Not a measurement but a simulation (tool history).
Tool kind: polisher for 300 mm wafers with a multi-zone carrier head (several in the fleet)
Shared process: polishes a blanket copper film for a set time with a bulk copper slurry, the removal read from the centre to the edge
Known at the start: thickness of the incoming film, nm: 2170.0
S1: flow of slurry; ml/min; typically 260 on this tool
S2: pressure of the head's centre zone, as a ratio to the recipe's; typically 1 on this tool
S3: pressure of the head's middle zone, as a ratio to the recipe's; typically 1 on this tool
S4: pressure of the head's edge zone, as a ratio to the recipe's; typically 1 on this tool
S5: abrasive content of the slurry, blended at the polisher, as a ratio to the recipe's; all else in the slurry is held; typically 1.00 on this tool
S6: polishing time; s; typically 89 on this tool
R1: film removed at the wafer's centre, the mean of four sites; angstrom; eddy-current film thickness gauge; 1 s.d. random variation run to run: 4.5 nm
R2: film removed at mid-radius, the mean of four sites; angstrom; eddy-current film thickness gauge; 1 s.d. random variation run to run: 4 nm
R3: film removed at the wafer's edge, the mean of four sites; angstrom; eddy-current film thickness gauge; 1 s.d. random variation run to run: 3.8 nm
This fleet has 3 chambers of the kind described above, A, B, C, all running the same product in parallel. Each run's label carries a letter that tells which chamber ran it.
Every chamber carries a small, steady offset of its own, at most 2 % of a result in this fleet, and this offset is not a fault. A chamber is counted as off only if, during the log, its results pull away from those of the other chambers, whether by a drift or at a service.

Run 1C, hour 6.5: usual settings. Result: R1 4025.7 angstrom, R2 4044.5 angstrom, R3 4130.1 angstrom.
Run 2A, hour 11.1: usual settings. Result: R1 4124.3 angstrom, R2 3961.4 angstrom, R3 4026.4 angstrom.
At hour 13.6: chamber A: worn pad replaced by a new one.
At hour 18.1: chamber B: worn pad replaced by a new one.
Run 3B, hour 18.5: usual settings. Result: R1 4001.1 angstrom, R2 4007.9 angstrom, R3 4062.9 angstrom.
Run 4A, hour 22.1: usual settings. Result: R1 4006.4 angstrom, R2 3951.6 angstrom, R3 4069.0 angstrom.
Run 5B, hour 28.0: usual settings. Result: R1 4063.9 angstrom, R2 4020.4 angstrom, R3 4080.7 angstrom.
Run 6C, hour 32.7: usual settings. Result: R1 3976.8 angstrom, R2 4024.0 angstrom, R3 4072.7 angstrom.
Run 7B, hour 40.2: usual settings. Result: R1 4041.9 angstrom, R2 4018.6 angstrom, R3 4016.8 angstrom.
Run 8C, hour 45.5: usual settings but S6 59 s. Result: R1 2724.2 angstrom, R2 2639.1 angstrom, R3 2689.7 angstrom.
Run 9A, hour 50.2: usual settings but S6 59 s. Result: R1 2690.1 angstrom, R2 2652.1 angstrom, R3 2684.5 angstrom.
Run 10C, hour 56.1: usual settings but S6 59 s. Result: R1 2668.5 angstrom, R2 2609.8 angstrom, R3 2695.6 angstrom.
Run 11A, hour 61.9: usual settings but S5 0.85. Result: R1 3883.9 angstrom, R2 3915.7 angstrom, R3 3883.7 angstrom.
Run 12B, hour 66.8: usual settings but S5 0.85. Result: R1 3913.6 angstrom, R2 3835.8 angstrom, R3 3954.3 angstrom.
Run 13A, hour 70.7: usual settings but S5 0.85. Result: R1 3918.7 angstrom, R2 3806.2 angstrom, R3 3843.6 angstrom.
Run 14B, hour 76.9: usual settings. Result: R1 4003.9 angstrom, R2 3969.7 angstrom, R3 4068.3 angstrom.
Run 15C, hour 80.6: usual settings. Result: R1 4054.5 angstrom, R2 4062.4 angstrom, R3 4079.9 angstrom.
Run 16B, hour 87.8: usual settings. Result: R1 3983.3 angstrom, R2 3919.4 angstrom, R3 4125.7 angstrom.
Run 17C, hour 94.9: usual settings. Result: R1 4026.1 angstrom, R2 3955.3 angstrom, R3 3980.7 angstrom.
At hour 96.9: chamber C: worn pad replaced by a new one.
Run 18A, hour 98.3: usual settings. Result: R1 4044.5 angstrom, R2 3969.9 angstrom, R3 4042.7 angstrom.
Run 19B, hour 105.2: usual settings. Result: R1 3928.5 angstrom, R2 3950.7 angstrom, R3 4120.4 angstrom.
Run 20A, hour 108.9: usual settings. Result: R1 4091.5 angstrom, R2 3956.5 angstrom, R3 3991.3 angstrom.
Run 21C, hour 112.2: usual settings. Result: R1 3976.7 angstrom, R2 3985.0 angstrom, R3 4083.5 angstrom.

All chambers now run identical settings, listed one chamber a line with results as question marks. What results will each chamber show?
Run 22A, hour 117.8: usual settings. Result: R1 ?, R2 ?, R3 ?.
Run 22B, hour 117.8: usual settings. Result: R1 ?, R2 ?, R3 ?.
Run 22C, hour 117.8: usual settings. Result: R1 ?, R2 ?, R3 ?.

run      R1      R2      R3
22A  4050.1  4005.8  4081.0
22B  3999.1  3965.5  3989.3
22C  4097.4  4014.2  4109.3
